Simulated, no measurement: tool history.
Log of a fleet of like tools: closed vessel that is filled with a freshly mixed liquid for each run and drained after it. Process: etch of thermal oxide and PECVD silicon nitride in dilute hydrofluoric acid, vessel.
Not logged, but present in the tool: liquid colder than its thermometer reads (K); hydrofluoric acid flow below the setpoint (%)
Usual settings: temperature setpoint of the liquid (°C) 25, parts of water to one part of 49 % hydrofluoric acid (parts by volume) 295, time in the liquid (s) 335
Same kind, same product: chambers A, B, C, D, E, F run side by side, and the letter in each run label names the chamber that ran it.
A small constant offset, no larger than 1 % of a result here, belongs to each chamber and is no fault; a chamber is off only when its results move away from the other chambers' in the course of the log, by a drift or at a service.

run,hour,temperature setpoint of the liquid (°C),parts of water to one part of 49 % hydrofluoric acid (parts by volume),time in the liquid (s),hours since the thermometer was replaced,hours since the hydrofluoric acid flow meter was replaced,"read-back film thickness of the thermal oxide reference wafer, read on the same gauge (nm)","read-back film thickness of the PECVD silicon nitride reference wafer, read on the same gauge (nm)",thickness taken off the thermal oxide on a monitor wafer (Å),thickness taken off the PECVD silicon nitride on a monitor wafer (Å)
1D,5.5,25,295,335,498.4,548.2,129.97,150.02,42.23,30.001
2C,16.7,25,295,335,2058.4,264.5,130.02,149.98,41.957,30.222
3F,24.1,25,295,335,2702.3,264.3,130.02,149.97,42.55,30.161
4B,34.2,25,295,335,539.6,865.1,130.01,149.99,42.312,30.052
5E,40.8,25,295,335,738.2,846.7,129.98,150.03,42.453,29.967
6A,49.8,25,390,335,1438.2,795.3,130,150.03,29.292,22.761
7B,59.1,25,390,335,564.5,890,130,150.01,30.02,22.635
8A,67.6,25,390,335,1456,813.1,129.96,149.98,29.302,22.619
9E,78.5,25,390,335,775.9,884.4,129.95,150,29.378,22.859
10D,89.9,25,390,335,582.8,632.6,129.97,150.01,30.04,22.978
11C,101.8,25,390,335,2143.5,349.6,129.98,150.02,28.792,23.359
12F,110.7,25,295,335,2788.9,350.9,130.04,150.03,42.817,30.013
13A,120.1,25,295,335,1508.5,865.6,130.01,150.02,42.58,30.184
14C,129.6,25,295,335,2171.3,377.4,129.96,150.05,41.71,30.264
15E,141.5,25,295,335,838.9,947.4,130.03,149.99,42.694,30.53
16F,147.1,25,295,210,2825.3,387.3,130.02,149.97,26.58,19.226
17D,152.6,25,295,210,645.5,695.3,130.03,149.97,26.422,19.137
# hour 153.6: chamber F: thermometer replaced
18B,162.3,25,295,210,667.7,993.2,130,150.02,25.767,18.164
19E,172.8,25,295,210,870.2,978.7,130.01,150,25.961,19.003
20A,182.5,25,295,210,1570.9,928,129.97,149.99,26.471,19.046
21D,193.6,25,295,210,686.5,736.3,130.02,150,26.849,18.836
22B,205,25,295,335,710.4,1035.9,130.04,150,40.65,29.362
23F,214.1,25,295,335,60.6,454.3,130.01,149.97,41.635,29.72
24C,222.2,25,295,335,2263.9,470,129.95,150,42.12,30.896
25B,232.7,25,295,335,738.1,1063.6,130.01,150.06,40.563,28.785
26A,238.7,25,295,335,1627.1,984.2,130.01,150,42.803,29.544
# hour 241: chamber F: hydrofluoric acid flow meter replaced
27F,250,25,295,335,96.5,9,130.02,149.96,42.56,30.144
# hour 257.9: chamber B: thermometer replaced
28D,258,25,295,335,750.9,800.7,130.02,150.02,42.364,30.183
29C,264.5,25,295,335,2306.2,512.3,130.02,150,42.553,30.415
30E,271.9,25,295,335,969.3,1077.8,130.02,149.98,42.284,30.503
31C,279.1,25,295,335,2320.8,526.9,129.99,150,42.238,31.148
32B,287.7,25,295,335,29.8,1118.6,130,149.99,39.951,28.815
# hour 295.9: chamber A: thermometer replaced
33A,299.4,25,295,335,3.5,1044.9,129.98,150.01,43.083,30.144
34F,311.2,25,295,490,157.7,70.2,130.02,149.96,61.509,44.449
35E,321.8,25,295,490,1019.2,1127.7,130.01,149.99,62.204,44.168
36D,331.5,25,295,490,824.4,874.2,130.01,149.99,62.012,43.972
37E,340.4,25,295,490,1037.8,1146.3,130,149.99,61.202,44.149
38A,350.4,25,295,490,54.5,1095.9,129.98,149.95,62.244,43.909

Next, all 6 chambers run the settings below, one line each with question marks for the results. What does each chamber give?
39A,359,25,295,335,,,,,?,?
39B,359,25,295,335,,,,,?,?
39C,359,25,295,335,,,,,?,?
39D,359,25,295,335,,,,,?,?
39E,359,25,295,335,,,,,?,?
39F,359,25,295,335,,,,,?,?

run,thickness taken off the thermal oxide on a monitor wafer (Å),thickness taken off the PECVD silicon nitride on a monitor wafer (Å)
39A,42.395,30.13
39B,38.848,28.87
39C,42.166,30.367
39D,43.286,29.789
39E,42.558,29.712
39F,42.071,29.817
